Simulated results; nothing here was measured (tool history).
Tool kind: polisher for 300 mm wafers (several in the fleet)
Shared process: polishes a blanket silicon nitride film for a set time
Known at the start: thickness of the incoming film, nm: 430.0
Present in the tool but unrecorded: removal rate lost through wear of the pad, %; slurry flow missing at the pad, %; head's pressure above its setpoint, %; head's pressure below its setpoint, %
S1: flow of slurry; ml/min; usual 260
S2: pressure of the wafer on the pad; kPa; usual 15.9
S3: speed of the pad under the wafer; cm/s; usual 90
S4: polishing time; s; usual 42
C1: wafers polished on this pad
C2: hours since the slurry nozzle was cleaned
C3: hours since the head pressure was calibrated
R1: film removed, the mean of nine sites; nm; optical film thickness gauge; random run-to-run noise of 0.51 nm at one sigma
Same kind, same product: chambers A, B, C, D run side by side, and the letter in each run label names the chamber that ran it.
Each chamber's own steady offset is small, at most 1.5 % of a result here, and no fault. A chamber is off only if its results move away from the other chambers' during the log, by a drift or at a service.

{"day": 0.021, "done": "chamber C: worn pad replaced by a new one"}
{"run": "1A", "day": 0.283, "S1": 260, "S2": 15.9, "S3": 90, "S4": 42, "C1": 349, "C2": 110.5, "C3": 321.9, "R1": 48.365}
{"run": "2D", "day": 0.638, "S1": 260, "S2": 15.9, "S3": 90, "S4": 42, "C1": 688, "C2": 412.2, "C3": 1044.1, "R1": 47.586}
{"run": "3B", "day": 0.854, "S1": 260, "S2": 15.9, "S3": 90, "S4": 42, "C1": 984, "C2": 226, "C3": 631.1, "R1": 49.232}
{"run": "4C", "day": 1.188, "S1": 260, "S2": 15.9, "S3": 90, "S4": 42, "C1": 448, "C2": 273.2, "C3": 245.7, "R1": 47.876}
{"run": "5D", "day": 1.512, "S1": 260, "S2": 15.9, "S3": 90, "S4": 42, "C1": 1024, "C2": 433.2, "C3": 1065.1, "R1": 47.16}
{"run": "6B", "day": 1.946, "S1": 260, "S2": 15.9, "S3": 90, "S4": 42, "C1": 1403, "C2": 252.2, "C3": 657.3, "R1": 48.099}
{"day": 2.138, "done": "chamber B: head pressure recalibrated"}
{"run": "7C", "day": 2.292, "S1": 260, "S2": 15.9, "S3": 90, "S4": 42, "C1": 872, "C2": 299.7, "C3": 272.2, "R1": 47.132}
{"run": "8A", "day": 2.517, "S1": 260, "S2": 15.9, "S3": 90, "S4": 42, "C1": 1207, "C2": 164.1, "C3": 375.5, "R1": 47.609}
{"day": 2.558, "done": "chamber B: worn pad replaced by a new one"}
{"run": "9A", "day": 2.946, "S1": 260, "S2": 15.9, "S3": 90, "S4": 42, "C1": 1371, "C2": 174.4, "C3": 385.8, "R1": 47.647}
{"day": 3.25, "done": "chamber C: slurry nozzle cleaned"}
{"day": 3.275, "done": "chamber A: worn pad replaced by a new one"}
{"run": "10B", "day": 3.362, "S1": 260, "S2": 15.9, "S3": 90, "S4": 37, "C1": 310, "C2": 286.2, "C3": 29.4, "R1": 43.018}
{"run": "11D", "day": 3.588, "S1": 260, "S2": 15.9, "S3": 90, "S4": 37, "C1": 1821, "C2": 483, "C3": 1114.9, "R1": 40.75}
{"day": 3.833, "done": "chamber C: worn pad replaced by a new one"}
{"run": "12C", "day": 3.896, "S1": 260, "S2": 15.9, "S3": 90, "S4": 37, "C1": 24, "C2": 15.6, "C3": 310.7, "R1": 42.085}
{"run": "13D", "day": 4.2, "S1": 260, "S2": 15.9, "S3": 90, "S4": 37, "C1": 2057, "C2": 497.7, "C3": 1129.6, "R1": 41.348}
{"run": "14B", "day": 4.562, "S1": 260, "S2": 15.9, "S3": 90, "S4": 42, "C1": 771, "C2": 315, "C3": 58.2, "R1": 47.244}
{"run": "15A", "day": 4.783, "S1": 260, "S2": 15.9, "S3": 90, "S4": 42, "C1": 580, "C2": 218.5, "C3": 429.9, "R1": 47.571}
{"run": "16C", "day": 5.146, "S1": 260, "S2": 15.9, "S3": 90, "S4": 42, "C1": 504, "C2": 45.6, "C3": 340.7, "R1": 47.473}
{"run": "17A", "day": 5.375, "S1": 260, "S2": 15.9, "S3": 90, "S4": 42, "C1": 807, "C2": 232.7, "C3": 444.1, "R1": 48.563}
{"run": "18D", "day": 5.65, "S1": 260, "S2": 15.9, "S3": 90, "S4": 42, "C1": 2614, "C2": 532.5, "C3": 1164.4, "R1": 45.894}
{"day": 5.896, "done": "chamber B: worn pad replaced by a new one"}
{"run": "19C", "day": 6.025, "S1": 260, "S2": 15.9, "S3": 90, "S4": 42, "C1": 842, "C2": 66.7, "C3": 361.8, "R1": 48.255}
{"run": "20B", "day": 6.442, "S1": 260, "S2": 15.9, "S3": 90, "S4": 32, "C1": 211, "C2": 360.1, "C3": 103.3, "R1": 36.809}
{"run": "21D", "day": 6.675, "S1": 260, "S2": 15.9, "S3": 90, "S4": 32, "C1": 3007, "C2": 557.1, "C3": 1189, "R1": 34.084}
{"day": 7.004, "done": "chamber A: worn pad replaced by a new one"}
{"day": 7.05, "done": "chamber C: worn pad replaced by a new one"}
{"run": "22B", "day": 7.05, "S1": 260, "S2": 15.9, "S3": 90, "S4": 32, "C1": 444, "C2": 374.7, "C3": 117.9, "R1": 36.346}
{"run": "23A", "day": 7.362, "S1": 260, "S2": 15.9, "S3": 90, "S4": 32, "C1": 138, "C2": 280.4, "C3": 491.8, "R1": 37.063}
{"run": "24C", "day": 7.725, "S1": 260, "S2": 15.9, "S3": 90, "S4": 42, "C1": 260, "C2": 107.5, "C3": 402.6, "R1": 47.375}
{"run": "25D", "day": 8.171, "S1": 200, "S2": 15.9, "S3": 90, "S4": 54, "C1": 3582, "C2": 593, "C3": 1224.9, "R1": 57.119}
{"run": "26A", "day": 8.388, "S1": 200, "S2": 15.9, "S3": 90, "S4": 54, "C1": 532, "C2": 305, "C3": 516.4, "R1": 60.638}
{"run": "27C", "day": 8.825, "S1": 200, "S2": 15.9, "S3": 90, "S4": 54, "C1": 683, "C2": 133.9, "C3": 429, "R1": 59.879}
{"run": "28B", "day": 9.262, "S1": 200, "S2": 15.9, "S3": 90, "S4": 54, "C1": 1294, "C2": 427.8, "C3": 171, "R1": 61.337}
{"day": 9.471, "done": "chamber B: worn pad replaced by a new one"}
{"run": "29B", "day": 9.633, "S1": 260, "S2": 15.9, "S3": 90, "S4": 42, "C1": 63, "C2": 436.7, "C3": 179.9, "R1": 46.868}
{"run": "30A", "day": 9.846, "S1": 260, "S2": 20.7, "S3": 102, "S4": 42, "C1": 1092, "C2": 340, "C3": 551.4, "R1": 68.948}
{"day": 10.138, "done": "chamber A: worn pad replaced by a new one"}
{"run": "31D", "day": 10.175, "S1": 260, "S2": 20.7, "S3": 102, "S4": 42, "C1": 4352, "C2": 641.1, "C3": 1273, "R1": 64.949}
{"run": "32C", "day": 10.625, "S1": 260, "S2": 20.7, "S3": 102, "S4": 42, "C1": 1374, "C2": 177.1, "C3": 472.2, "R1": 68.993}
{"run": "33A", "day": 10.871, "S1": 260, "S2": 20.7, "S3": 102, "S4": 42, "C1": 282, "C2": 364.6, "C3": 576, "R1": 69.464}
{"day": 10.904, "done": "chamber C: worn pad replaced by a new one"}
{"day": 11.083, "done": "chamber A: slurry nozzle cleaned"}
{"run": "34C", "day": 11.204, "S1": 260, "S2": 15.9, "S3": 90, "S4": 42, "C1": 115, "C2": 191, "C3": 486.1, "R1": 48.273}
{"run": "35D", "day": 11.596, "S1": 260, "S2": 15.9, "S3": 90, "S4": 42, "C1": 4897, "C2": 675.2, "C3": 1307.1, "R1": 43.951}
{"run": "36B", "day": 11.933, "S1": 260, "S2": 15.9, "S3": 90, "S4": 42, "C1": 947, "C2": 491.9, "C3": 235.1, "R1": 47.501}
{"run": "37A", "day": 12.296, "S1": 295, "S2": 15.9, "S3": 114, "S4": 42, "C1": 829, "C2": 29.2, "C3": 610.2, "R1": 59.509}
{"run": "38B", "day": 12.696, "S1": 295, "S2": 15.9, "S3": 114, "S4": 42, "C1": 1240, "C2": 510.2, "C3": 253.4, "R1": 58.716}
{"run": "39D", "day": 13.075, "S1": 295, "S2": 15.9, "S3": 114, "S4": 42, "C1": 5465, "C2": 710.7, "C3": 1342.6, "R1": 52.737}

Does one chamber stand apart from the rest, does the shared gauge drift, or is all well apart from small per-chamber offsets? Give the chamber and the most likely cause, where there is one.

Little by little, chamber D moves away from the other chambers.
Likeliest cause: removal rate lost through wear of the pad, % = 8.48.
With only this log, it may be confused with: head's pressure below its setpoint, %.

Below are 4 candidate recipes for chamber D's next run, each the usual settings with a change, their results shown as question marks. Which of them brings D's results back in line with what the other chambers give on the usual settings?
In line means no further than this from the other chambers' mean on the usual settings: R1 1.8 nm
{"run": "40D-1", "day": 13.404, "S1": 265, "S2": 15.9, "S3": 90, "S4": 46, "R1": "?"}
{"run": "40D-2", "day": 13.404, "S1": 260, "S2": 15.9, "S3": 90, "S4": 34, "R1": "?"}
{"run": "40D-3", "day": 13.404, "S1": 255, "S2": 14.5, "S3": 90, "S4": 42, "R1": "?"}
{"run": "40D-4", "day": 13.404, "S1": 265, "S2": 15.9, "S3": 90, "S4": 51, "R1": "?"}

Average result of the remaining chambers running the usual settings: R1 48.06 nm
run=40D-1 R1=47.467
run=40D-2 R1=35.009
run=40D-3 R1=39.342
run=40D-4 R1=52.627
40D-1 brings the chamber back in line.
